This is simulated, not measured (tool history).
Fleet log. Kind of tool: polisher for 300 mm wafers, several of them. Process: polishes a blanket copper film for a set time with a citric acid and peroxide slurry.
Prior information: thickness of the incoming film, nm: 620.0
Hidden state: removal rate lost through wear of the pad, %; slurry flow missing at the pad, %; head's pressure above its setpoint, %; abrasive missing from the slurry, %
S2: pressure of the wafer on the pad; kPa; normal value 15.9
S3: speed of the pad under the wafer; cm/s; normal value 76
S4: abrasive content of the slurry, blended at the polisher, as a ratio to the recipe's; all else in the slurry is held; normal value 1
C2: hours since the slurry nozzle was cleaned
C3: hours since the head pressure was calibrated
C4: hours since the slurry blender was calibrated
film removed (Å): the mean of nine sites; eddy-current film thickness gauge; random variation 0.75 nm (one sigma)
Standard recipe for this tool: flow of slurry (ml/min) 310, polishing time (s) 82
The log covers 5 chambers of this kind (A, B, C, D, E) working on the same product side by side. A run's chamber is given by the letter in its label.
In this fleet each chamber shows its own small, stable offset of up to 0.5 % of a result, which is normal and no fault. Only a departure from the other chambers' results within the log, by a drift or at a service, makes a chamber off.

{"run": "1C", "hour": 5.3, "flow of slurry (ml/min)": 310, "S2": 15.9, "S3": 76, "S4": 1, "polishing time (s)": 82, "wafers polished on this pad": 1342, "C2": 519, "C3": 229.2, "C4": 258, "film removed (Å)": 1147.9}
{"run": "2E", "hour": 10.2, "flow of slurry (ml/min)": 310, "S2": 15.9, "S3": 76, "S4": 1, "polishing time (s)": 82, "wafers polished on this pad": 281, "C2": 611.3, "C3": 127.6, "C4": 366.9, "film removed (Å)": 1154.5}
{"hour": 16.7, "done": "chamber C: worn pad replaced by a new one"}
{"hour": 17.0, "done": "chamber E: slurry nozzle cleaned"}
{"run": "3B", "hour": 17.2, "flow of slurry (ml/min)": 310, "S2": 15.9, "S3": 76, "S4": 1, "polishing time (s)": 82, "wafers polished on this pad": 732, "C2": 119.6, "C3": 447, "C4": 81.2, "film removed (Å)": 1150.2}
{"hour": 21.2, "done": "chamber A: slurry nozzle cleaned"}
{"run": "4A", "hour": 22.4, "flow of slurry (ml/min)": 310, "S2": 15.9, "S3": 76, "S4": 1, "polishing time (s)": 82, "wafers polished on this pad": 360, "C2": 1.3, "C3": 56.5, "C4": 248.8, "film removed (Å)": 1171.4}
{"run": "5D", "hour": 28.5, "flow of slurry (ml/min)": 310, "S2": 15.9, "S3": 76, "S4": 1, "polishing time (s)": 82, "wafers polished on this pad": 953, "C2": 632.6, "C3": 424.7, "C4": 137.5, "film removed (Å)": 1155}
{"hour": 30.9, "done": "chamber B: worn pad replaced by a new one"}
{"run": "6C", "hour": 32.4, "flow of slurry (ml/min)": 310, "S2": 15.9, "S3": 64, "S4": 1, "polishing time (s)": 82, "wafers polished on this pad": 225, "C2": 546.1, "C3": 256.3, "C4": 285.1, "film removed (Å)": 980.98}
{"run": "7B", "hour": 37.3, "flow of slurry (ml/min)": 310, "S2": 15.9, "S3": 64, "S4": 1, "polishing time (s)": 82, "wafers polished on this pad": 92, "C2": 139.7, "C3": 467.1, "C4": 101.3, "film removed (Å)": 984.94}
{"run": "8D", "hour": 42.1, "flow of slurry (ml/min)": 310, "S2": 15.9, "S3": 64, "S4": 1, "polishing time (s)": 82, "wafers polished on this pad": 1148, "C2": 646.2, "C3": 438.3, "C4": 151.1, "film removed (Å)": 981.27}
{"hour": 42.3, "done": "chamber D: slurry blender recalibrated"}
{"hour": 45.8, "done": "chamber D: worn pad replaced by a new one"}
{"run": "9A", "hour": 49.2, "flow of slurry (ml/min)": 310, "S2": 15.9, "S3": 64, "S4": 1, "polishing time (s)": 82, "wafers polished on this pad": 744, "C2": 28.1, "C3": 83.3, "C4": 275.6, "film removed (Å)": 985.96}
{"run": "10E", "hour": 54.8, "flow of slurry (ml/min)": 310, "S2": 15.9, "S3": 64, "S4": 1, "polishing time (s)": 82, "wafers polished on this pad": 919, "C2": 37.9, "C3": 172.2, "C4": 411.5, "film removed (Å)": 968.39}
{"run": "11C", "hour": 62.5, "flow of slurry (ml/min)": 310, "S2": 15.9, "S3": 76, "S4": 1.15, "polishing time (s)": 82, "wafers polished on this pad": 656, "C2": 576.2, "C3": 286.4, "C4": 315.2, "film removed (Å)": 1183.2}
{"hour": 64.3, "done": "chamber E: worn pad replaced by a new one"}
{"run": "12E", "hour": 70.4, "flow of slurry (ml/min)": 310, "S2": 15.9, "S3": 76, "S4": 1.15, "polishing time (s)": 82, "wafers polished on this pad": 88, "C2": 53.5, "C3": 187.8, "C4": 427.1, "film removed (Å)": 1191.7}
{"run": "13D", "hour": 74.4, "flow of slurry (ml/min)": 310, "S2": 15.9, "S3": 76, "S4": 1.15, "polishing time (s)": 82, "wafers polished on this pad": 409, "C2": 678.5, "C3": 470.6, "C4": 32.1, "film removed (Å)": 1193.4}
{"hour": 76.2, "done": "chamber E: slurry blender recalibrated"}
{"run": "14A", "hour": 82.3, "flow of slurry (ml/min)": 310, "S2": 15.9, "S3": 76, "S4": 1.15, "polishing time (s)": 82, "wafers polished on this pad": 1218, "C2": 61.2, "C3": 116.4, "C4": 308.7, "film removed (Å)": 1195.6}
{"hour": 86.7, "done": "chamber A: worn pad replaced by a new one"}
{"run": "15B", "hour": 89.9, "flow of slurry (ml/min)": 310, "S2": 15.9, "S3": 76, "S4": 1.15, "polishing time (s)": 82, "wafers polished on this pad": 845, "C2": 192.3, "C3": 519.7, "C4": 153.9, "film removed (Å)": 1170.5}
{"hour": 91.4, "done": "chamber B: worn pad replaced by a new one"}
{"run": "16E", "hour": 96.8, "flow of slurry (ml/min)": 310, "S2": 15.9, "S3": 76, "S4": 1, "polishing time (s)": 82, "wafers polished on this pad": 466, "C2": 79.9, "C3": 214.2, "C4": 20.6, "film removed (Å)": 1153.4}
{"hour": 102.5, "done": "chamber A: slurry blender recalibrated"}
{"run": "17D", "hour": 105.0, "flow of slurry (ml/min)": 310, "S2": 15.9, "S3": 76, "S4": 1, "polishing time (s)": 82, "wafers polished on this pad": 848, "C2": 709.1, "C3": 501.2, "C4": 62.7, "film removed (Å)": 1158.6}
{"run": "18C", "hour": 112.0, "flow of slurry (ml/min)": 310, "S2": 15.9, "S3": 76, "S4": 1, "polishing time (s)": 82, "wafers polished on this pad": 1365, "C2": 625.7, "C3": 335.9, "C4": 364.7, "film removed (Å)": 1157.5}
{"run": "19A", "hour": 119.2, "flow of slurry (ml/min)": 310, "S2": 15.9, "S3": 76, "S4": 1, "polishing time (s)": 82, "wafers polished on this pad": 466, "C2": 98.1, "C3": 153.3, "C4": 16.7, "film removed (Å)": 1158.5}
{"hour": 123.5, "done": "chamber C: worn pad replaced by a new one"}
{"run": "20B", "hour": 124.3, "flow of slurry (ml/min)": 310, "S2": 15.9, "S3": 76, "S4": 1, "polishing time (s)": 82, "wafers polished on this pad": 471, "C2": 226.7, "C3": 554.1, "C4": 188.3, "film removed (Å)": 1137}
{"hour": 124.5, "done": "chamber D: worn pad replaced by a new one"}
{"hour": 126.3, "done": "chamber C: slurry blender recalibrated"}
{"hour": 129.3, "done": "chamber B: head pressure recalibrated"}
{"run": "21D", "hour": 132.2, "flow of slurry (ml/min)": 310, "S2": 15.9, "S3": 76, "S4": 1, "polishing time (s)": 82, "wafers polished on this pad": 110, "C2": 736.3, "C3": 528.4, "C4": 89.9, "film removed (Å)": 1154.4}
{"run": "22C", "hour": 136.2, "flow of slurry (ml/min)": 310, "S2": 15.9, "S3": 76, "S4": 1, "polishing time (s)": 82, "wafers polished on this pad": 182, "C2": 649.9, "C3": 360.1, "C4": 10, "film removed (Å)": 1162}
{"run": "23E", "hour": 143.8, "flow of slurry (ml/min)": 310, "S2": 15.9, "S3": 76, "S4": 1.2, "polishing time (s)": 82, "wafers polished on this pad": 1139, "C2": 126.9, "C3": 261.2, "C4": 67.6, "film removed (Å)": 1210.6}
{"run": "24B", "hour": 149.8, "flow of slurry (ml/min)": 310, "S2": 15.9, "S3": 76, "S4": 1.2, "polishing time (s)": 82, "wafers polished on this pad": 836, "C2": 252.2, "C3": 20.5, "C4": 213.8, "film removed (Å)": 1175.5}
{"run": "25A", "hour": 155.0, "flow of slurry (ml/min)": 310, "S2": 15.9, "S3": 76, "S4": 1.2, "polishing time (s)": 82, "wafers polished on this pad": 979, "C2": 133.9, "C3": 189.1, "C4": 52.5, "film removed (Å)": 1198.8}
{"hour": 157.6, "done": "chamber E: worn pad replaced by a new one"}
{"run": "26E", "hour": 162.5, "flow of slurry (ml/min)": 310, "S2": 15.9, "S3": 76, "S4": 1.2, "polishing time (s)": 82, "wafers polished on this pad": 70, "C2": 145.6, "C3": 279.9, "C4": 86.3, "film removed (Å)": 1197.2}
{"hour": 164.8, "done": "chamber B: worn pad replaced by a new one"}
{"hour": 169.4, "done": "chamber D: slurry blender recalibrated"}
{"run": "27D", "hour": 170.8, "flow of slurry (ml/min)": 310, "S2": 15.9, "S3": 76, "S4": 1.2, "polishing time (s)": 82, "wafers polished on this pad": 663, "C2": 774.9, "C3": 567, "C4": 1.4, "film removed (Å)": 1203.7}
{"run": "28C", "hour": 178.8, "flow of slurry (ml/min)": 310, "S2": 20.7, "S3": 76, "S4": 1, "polishing time (s)": 82, "wafers polished on this pad": 792, "C2": 692.5, "C3": 402.7, "C4": 52.6, "film removed (Å)": 1521.6}
{"hour": 183.6, "done": "chamber D: slurry nozzle cleaned"}
{"hour": 184.0, "done": "chamber A: worn pad replaced by a new one"}
{"run": "29B", "hour": 184.4, "flow of slurry (ml/min)": 310, "S2": 20.7, "S3": 76, "S4": 1, "polishing time (s)": 82, "wafers polished on this pad": 280, "C2": 286.8, "C3": 55.1, "C4": 248.4, "film removed (Å)": 1422}
{"run": "30A", "hour": 188.1, "flow of slurry (ml/min)": 310, "S2": 20.7, "S3": 76, "S4": 1, "polishing time (s)": 82, "wafers polished on this pad": 59, "C2": 167, "C3": 222.2, "C4": 85.6, "film removed (Å)": 1496.7}
{"run": "31B", "hour": 195.7, "flow of slurry (ml/min)": 310, "S2": 20.7, "S3": 76, "S4": 1, "polishing time (s)": 82, "wafers polished on this pad": 442, "C2": 298.1, "C3": 66.4, "C4": 259.7, "film removed (Å)": 1418.8}
{"run": "32D", "hour": 202.6, "flow of slurry (ml/min)": 310, "S2": 20.7, "S3": 76, "S4": 1, "polishing time (s)": 82, "wafers polished on this pad": 1119, "C2": 19, "C3": 598.8, "C4": 33.2, "film removed (Å)": 1484.8}

The same settings go to every chamber for the next run, one line per chamber below. Forecast the results for each:
{"run": "33A", "hour": 208.7, "flow of slurry (ml/min)": 310, "S2": 20, "S3": 76, "S4": 1, "polishing time (s)": 82, "film removed (Å)": "?"}
{"run": "33B", "hour": 208.7, "flow of slurry (ml/min)": 310, "S2": 20, "S3": 76, "S4": 1, "polishing time (s)": 82, "film removed (Å)": "?"}
{"run": "33C", "hour": 208.7, "flow of slurry (ml/min)": 310, "S2": 20, "S3": 76, "S4": 1, "polishing time (s)": 82, "film removed (Å)": "?"}
{"run": "33D", "hour": 208.7, "flow of slurry (ml/min)": 310, "S2": 20, "S3": 76, "S4": 1, "polishing time (s)": 82, "film removed (Å)": "?"}
{"run": "33E", "hour": 208.7, "flow of slurry (ml/min)": 310, "S2": 20, "S3": 76, "S4": 1, "polishing time (s)": 82, "film removed (Å)": "?"}

run=33A film_removed_(Å)=1444.7
run=33B film_removed_(Å)=1366.7
run=33C film_removed_(Å)=1446.1
run=33D film_removed_(Å)=1443.9
run=33E film_removed_(Å)=1433.4
